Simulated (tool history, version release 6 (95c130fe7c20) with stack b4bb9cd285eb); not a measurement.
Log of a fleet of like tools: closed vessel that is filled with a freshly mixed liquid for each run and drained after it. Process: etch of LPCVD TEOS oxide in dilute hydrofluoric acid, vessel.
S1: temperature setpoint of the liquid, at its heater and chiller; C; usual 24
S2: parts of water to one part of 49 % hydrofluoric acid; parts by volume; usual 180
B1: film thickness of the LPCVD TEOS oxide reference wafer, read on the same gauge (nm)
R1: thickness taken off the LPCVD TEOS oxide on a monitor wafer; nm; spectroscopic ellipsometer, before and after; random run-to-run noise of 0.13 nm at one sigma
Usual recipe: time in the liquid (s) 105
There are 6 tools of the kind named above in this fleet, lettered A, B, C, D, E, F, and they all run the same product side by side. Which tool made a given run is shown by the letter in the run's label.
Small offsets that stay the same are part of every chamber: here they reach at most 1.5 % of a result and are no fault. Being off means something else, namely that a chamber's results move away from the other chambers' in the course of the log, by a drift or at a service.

Run 1E, hour 5.9: usual settings; B1 150.00. Result: R1 17.3780 nm.
Run 2F, hour 12.4: usual settings; B1 149.99. Result: R1 17.0650 nm.
Run 3D, hour 21.6: usual settings; B1 149.98. Result: R1 17.2580 nm.
Run 4C, hour 27.2: usual settings; B1 149.99. Result: R1 17.3130 nm.
Run 5B, hour 34.5: usual settings; B1 150.03. Result: R1 17.3590 nm.
Run 6A, hour 39.9: usual settings; B1 149.98. Result: R1 16.9820 nm.
Run 7B, hour 48.9: usual settings; B1 149.98. Result: R1 17.5320 nm.
Run 8A, hour 53.4: usual settings; B1 150.01. Result: R1 17.2320 nm.
Run 9E, hour 58.6: usual settings; B1 149.99. Result: R1 17.5790 nm.
Run 10C, hour 62.9: usual settings but time in the liquid (s) 45; B1 149.98. Result: R1 7.3700 nm.
Run 11D, hour 71.8: usual settings but time in the liquid (s) 45; B1 150.00. Result: R1 7.4660 nm.
Run 12F, hour 76.2: usual settings but time in the liquid (s) 45; B1 150.01. Result: R1 7.3629 nm.
Run 13D, hour 84.9: usual settings but time in the liquid (s) 45; B1 149.97. Result: R1 7.3587 nm.
Run 14C, hour 90.2: usual settings but time in the liquid (s) 45; B1 150.01. Result: R1 7.4270 nm.
Run 15B, hour 96.4: usual settings but time in the liquid (s) 45; B1 150.02. Result: R1 7.5477 nm.
Run 16F, hour 102.8: usual settings; B1 150.01. Result: R1 17.0280 nm.
Run 17A, hour 110.3: usual settings; B1 149.96. Result: R1 16.9820 nm.
Run 18E, hour 116.6: usual settings; B1 150.02. Result: R1 18.0970 nm.
Run 19D, hour 123.4: usual settings; B1 150.00. Result: R1 17.1100 nm.
Run 20C, hour 131.1: usual settings; B1 150.00. Result: R1 17.4490 nm.
Run 21A, hour 137.2: usual settings; B1 150.02. Result: R1 16.9910 nm.
Run 22F, hour 146.2: usual settings; B1 149.99. Result: R1 16.7950 nm.
Run 23B, hour 154.7: usual settings; B1 149.96. Result: R1 17.4640 nm.
Run 24E, hour 160.1: usual settings but S2 120 parts by volume, time in the liquid (s) 170; B1 150.00. Result: R1 48.0200 nm.
Run 25B, hour 167.2: usual settings but S2 120 parts by volume, time in the liquid (s) 170; B1 149.98. Result: R1 45.2590 nm.
Run 26D, hour 175.3: usual settings but S2 120 parts by volume, time in the liquid (s) 170; B1 149.98. Result: R1 44.5690 nm.
Run 27C, hour 181.8: usual settings but S2 120 parts by volume, time in the liquid (s) 170; B1 150.01. Result: R1 45.0240 nm.
Run 28F, hour 185.9: usual settings but S2 120 parts by volume, time in the liquid (s) 170; B1 150.01. Result: R1 44.1490 nm.
Run 29E, hour 194.9: usual settings but S2 120 parts by volume, time in the liquid (s) 170; B1 149.98. Result: R1 48.1650 nm.
At hour 197.1: chamber F: hydrofluoric acid flow meter replaced.
Run 30A, hour 199.7: usual settings but time in the liquid (s) 80; B1 149.99. Result: R1 12.9770 nm.
Run 31E, hour 204.2: usual settings but time in the liquid (s) 80; B1 150.04. Result: R1 14.1630 nm.
Run 32C, hour 209.4: usual settings but time in the liquid (s) 80; B1 149.99. Result: R1 13.3020 nm.
Run 33F, hour 218.4: usual settings but time in the liquid (s) 80; B1 150.01. Result: R1 12.8290 nm.
Run 34B, hour 225.1: usual settings but time in the liquid (s) 80; B1 149.99. Result: R1 13.3080 nm.
Run 35D, hour 230.1: usual settings but time in the liquid (s) 80; B1 149.99. Result: R1 13.1710 nm.
Run 36A, hour 238.3: usual settings; B1 150.03. Result: R1 16.9170 nm.
Run 37B, hour 244.7: usual settings; B1 150.02. Result: R1 17.1240 nm.

Next, all 6 chambers run the settings below, one line each with question marks for the results. What does each chamber give?
Run 38A, hour 251.3: usual settings. Result: R1 ?.
Run 38B, hour 251.3: usual settings. Result: R1 ?.
Run 38C, hour 251.3: usual settings. Result: R1 ?.
Run 38D, hour 251.3: usual settings. Result: R1 ?.
Run 38E, hour 251.3: usual settings. Result: R1 ?.
Run 38F, hour 251.3: usual settings. Result: R1 ?.

run       R1
38A  16.7090
38B  17.3160
38C  17.2330
38D  17.2880
38E  19.1730
38F  17.1240
